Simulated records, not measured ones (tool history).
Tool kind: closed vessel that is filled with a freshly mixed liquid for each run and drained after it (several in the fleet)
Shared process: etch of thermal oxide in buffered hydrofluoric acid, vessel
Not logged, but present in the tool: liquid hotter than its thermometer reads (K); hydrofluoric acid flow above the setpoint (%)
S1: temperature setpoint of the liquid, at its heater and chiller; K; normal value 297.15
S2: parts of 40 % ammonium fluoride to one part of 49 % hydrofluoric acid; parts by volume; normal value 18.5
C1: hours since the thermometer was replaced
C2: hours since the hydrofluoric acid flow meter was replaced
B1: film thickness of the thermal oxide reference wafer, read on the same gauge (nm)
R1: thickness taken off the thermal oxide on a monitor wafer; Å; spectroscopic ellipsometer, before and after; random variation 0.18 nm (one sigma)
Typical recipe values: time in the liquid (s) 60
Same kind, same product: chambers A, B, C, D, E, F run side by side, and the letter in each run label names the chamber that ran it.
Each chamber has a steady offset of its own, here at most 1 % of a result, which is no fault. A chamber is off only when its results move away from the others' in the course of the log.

{"run": "1D", "day": 0.404, "S1": 297.15, "S2": 18.5, "time in the liquid (s)": 60, "C1": 17.2, "C2": 1755.9, "B1": 150.03, "R1": 386.75}
{"run": "2F", "day": 0.608, "S1": 297.15, "S2": 18.5, "time in the liquid (s)": 60, "C1": 598.9, "C2": 604.6, "B1": 150.01, "R1": 389.12}
{"run": "3C", "day": 0.95, "S1": 297.15, "S2": 18.5, "time in the liquid (s)": 60, "C1": 774.2, "C2": 1232.5, "B1": 149.99, "R1": 386.01}
{"run": "4A", "day": 1.142, "S1": 297.15, "S2": 18.5, "time in the liquid (s)": 60, "C1": 658.9, "C2": 1183.2, "B1": 149.97, "R1": 382.53}
{"run": "5E", "day": 1.392, "S1": 297.15, "S2": 18.5, "time in the liquid (s)": 60, "C1": 498.8, "C2": 749.9, "B1": 150.05, "R1": 392.91}
{"run": "6B", "day": 1.658, "S1": 297.15, "S2": 18.5, "time in the liquid (s)": 70, "C1": 263.1, "C2": 840.7, "B1": 150.01, "R1": 450.94}
{"run": "7C", "day": 2.058, "S1": 297.15, "S2": 18.5, "time in the liquid (s)": 70, "C1": 800.8, "C2": 1259.1, "B1": 150.01, "R1": 450.83}
{"day": 2.454, "done": "chamber D: hydrofluoric acid flow meter replaced"}
{"run": "8E", "day": 2.454, "S1": 297.15, "S2": 18.5, "time in the liquid (s)": 70, "C1": 524.3, "C2": 775.4, "B1": 149.94, "R1": 457.76}
{"run": "9A", "day": 2.775, "S1": 297.15, "S2": 18.5, "time in the liquid (s)": 70, "C1": 698.1, "C2": 1222.4, "B1": 150.0, "R1": 451.68}
{"run": "10F", "day": 3.092, "S1": 297.15, "S2": 18.5, "time in the liquid (s)": 70, "C1": 658.5, "C2": 664.2, "B1": 150.02, "R1": 455.04}
{"run": "11B", "day": 3.396, "S1": 297.15, "S2": 18.5, "time in the liquid (s)": 70, "C1": 304.8, "C2": 882.4, "B1": 150.01, "R1": 455.18}
{"run": "12D", "day": 3.792, "S1": 297.15, "S2": 18.5, "time in the liquid (s)": 60, "C1": 98.5, "C2": 32.1, "B1": 150.03, "R1": 386.85}
{"run": "13E", "day": 4.046, "S1": 300.65, "S2": 18.5, "time in the liquid (s)": 60, "C1": 562.5, "C2": 813.6, "B1": 149.97, "R1": 476.19}
{"run": "14F", "day": 4.258, "S1": 300.65, "S2": 18.5, "time in the liquid (s)": 60, "C1": 686.5, "C2": 692.2, "B1": 149.98, "R1": 468.07}
{"run": "15D", "day": 4.612, "S1": 300.65, "S2": 18.5, "time in the liquid (s)": 60, "C1": 118.2, "C2": 51.8, "B1": 149.97, "R1": 467.85}
{"run": "16A", "day": 4.992, "S1": 300.65, "S2": 18.5, "time in the liquid (s)": 60, "C1": 751.3, "C2": 1275.6, "B1": 150.02, "R1": 465.51}
{"day": 5.067, "done": "chamber F: hydrofluoric acid flow meter replaced"}
{"run": "17C", "day": 5.208, "S1": 300.65, "S2": 18.5, "time in the liquid (s)": 60, "C1": 876.4, "C2": 1334.7, "B1": 150.04, "R1": 468.65}
{"run": "18B", "day": 5.517, "S1": 300.65, "S2": 18.5, "time in the liquid (s)": 60, "C1": 355.7, "C2": 933.3, "B1": 150.0, "R1": 475.95}
{"run": "19C", "day": 5.738, "S1": 297.15, "S2": 18.5, "time in the liquid (s)": 60, "C1": 889.1, "C2": 1347.4, "B1": 149.96, "R1": 387.46}
{"day": 5.871, "done": "chamber A: hydrofluoric acid flow meter replaced"}
{"run": "20F", "day": 5.917, "S1": 300.65, "S2": 18.5, "time in the liquid (s)": 60, "C1": 726.3, "C2": 20.5, "B1": 150.03, "R1": 466.64}
{"run": "21A", "day": 6.292, "S1": 300.65, "S2": 18.5, "time in the liquid (s)": 60, "C1": 782.5, "C2": 10.2, "B1": 149.96, "R1": 472.39}
{"run": "22D", "day": 6.654, "S1": 300.65, "S2": 18.5, "time in the liquid (s)": 60, "C1": 167.2, "C2": 100.8, "B1": 149.98, "R1": 471.78}
{"day": 6.754, "done": "chamber E: hydrofluoric acid flow meter replaced"}
{"run": "23E", "day": 6.975, "S1": 300.65, "S2": 18.5, "time in the liquid (s)": 60, "C1": 632.8, "C2": 5.4, "B1": 149.99, "R1": 473.21}
{"run": "24B", "day": 7.233, "S1": 300.65, "S2": 18.5, "time in the liquid (s)": 60, "C1": 396.9, "C2": 974.5, "B1": 149.97, "R1": 472.48}
{"run": "25E", "day": 7.612, "S1": 300.65, "S2": 18.5, "time in the liquid (s)": 60, "C1": 648.1, "C2": 20.7, "B1": 149.97, "R1": 477.65}
{"run": "26A", "day": 7.862, "S1": 297.15, "S2": 18.5, "time in the liquid (s)": 60, "C1": 820.2, "C2": 47.9, "B1": 150.04, "R1": 386.18}
{"run": "27D", "day": 8.096, "S1": 297.15, "S2": 18.5, "time in the liquid (s)": 60, "C1": 201.8, "C2": 135.4, "B1": 149.98, "R1": 384.81}
{"run": "28F", "day": 8.342, "S1": 297.15, "S2": 18.5, "time in the liquid (s)": 60, "C1": 784.5, "C2": 78.7, "B1": 149.98, "R1": 388.39}
{"run": "29B", "day": 8.662, "S1": 297.15, "S2": 18.5, "time in the liquid (s)": 60, "C1": 431.2, "C2": 1008.8, "B1": 150.01, "R1": 387.75}
{"run": "30C", "day": 8.883, "S1": 297.15, "S2": 18.5, "time in the liquid (s)": 40, "C1": 964.6, "C2": 1422.9, "B1": 149.99, "R1": 257.7}
{"run": "31F", "day": 9.171, "S1": 297.15, "S2": 18.5, "time in the liquid (s)": 40, "C1": 804.4, "C2": 98.6, "B1": 149.97, "R1": 259.65}
{"run": "32E", "day": 9.554, "S1": 297.15, "S2": 18.5, "time in the liquid (s)": 40, "C1": 694.7, "C2": 67.3, "B1": 149.97, "R1": 259.35}
{"run": "33B", "day": 9.833, "S1": 297.15, "S2": 18.5, "time in the liquid (s)": 40, "C1": 459.3, "C2": 1036.9, "B1": 149.99, "R1": 259.28}
{"day": 9.958, "done": "chamber E: thermometer replaced"}
{"run": "34C", "day": 10.054, "S1": 297.15, "S2": 18.5, "time in the liquid (s)": 40, "C1": 992.7, "C2": 1451.0, "B1": 149.99, "R1": 258.17}
{"run": "35D", "day": 10.354, "S1": 297.15, "S2": 18.5, "time in the liquid (s)": 40, "C1": 256.0, "C2": 189.6, "B1": 149.95, "R1": 258.75}
{"run": "36A", "day": 10.633, "S1": 297.15, "S2": 18.5, "time in the liquid (s)": 60, "C1": 886.7, "C2": 114.4, "B1": 149.97, "R1": 385.08}
{"run": "37A", "day": 10.888, "S1": 297.15, "S2": 18.5, "time in the liquid (s)": 60, "C1": 892.8, "C2": 120.5, "B1": 150.0, "R1": 387.61}
{"run": "38F", "day": 11.188, "S1": 297.15, "S2": 18.5, "time in the liquid (s)": 60, "C1": 852.8, "C2": 147.0, "B1": 149.97, "R1": 388.84}
{"run": "39B", "day": 11.546, "S1": 297.15, "S2": 18.5, "time in the liquid (s)": 60, "C1": 500.4, "C2": 1078.0, "B1": 149.98, "R1": 395.28}
{"run": "40D", "day": 11.733, "S1": 297.15, "S2": 14.0, "time in the liquid (s)": 35, "C1": 289.1, "C2": 222.7, "B1": 149.98, "R1": 297.05}
{"run": "41C", "day": 11.996, "S1": 297.15, "S2": 14.0, "time in the liquid (s)": 35, "C1": 1039.3, "C2": 1497.6, "B1": 149.98, "R1": 296.27}
{"run": "42E", "day": 12.338, "S1": 297.15, "S2": 14.0, "time in the liquid (s)": 35, "C1": 57.1, "C2": 134.1, "B1": 150.01, "R1": 301.7}
{"run": "43B", "day": 12.696, "S1": 297.15, "S2": 14.0, "time in the liquid (s)": 35, "C1": 528.0, "C2": 1105.6, "B1": 149.99, "R1": 298.13}

All chambers now run identical settings, listed one chamber a line with results as question marks. What results will each chamber show?
{"run": "44A", "day": 12.988, "S1": 297.15, "S2": 18.5, "time in the liquid (s)": 50, "R1": "?"}
{"run": "44B", "day": 12.988, "S1": 297.15, "S2": 18.5, "time in the liquid (s)": 50, "R1": "?"}
{"run": "44C", "day": 12.988, "S1": 297.15, "S2": 18.5, "time in the liquid (s)": 50, "R1": "?"}
{"run": "44D", "day": 12.988, "S1": 297.15, "S2": 18.5, "time in the liquid (s)": 50, "R1": "?"}
{"run": "44E", "day": 12.988, "S1": 297.15, "S2": 18.5, "time in the liquid (s)": 50, "R1": "?"}
{"run": "44F", "day": 12.988, "S1": 297.15, "S2": 18.5, "time in the liquid (s)": 50, "R1": "?"}

run=44A R1=319.53
run=44B R1=326.43
run=44C R1=322.56
run=44D R1=322.69
run=44E R1=325.67
run=44F R1=321.61
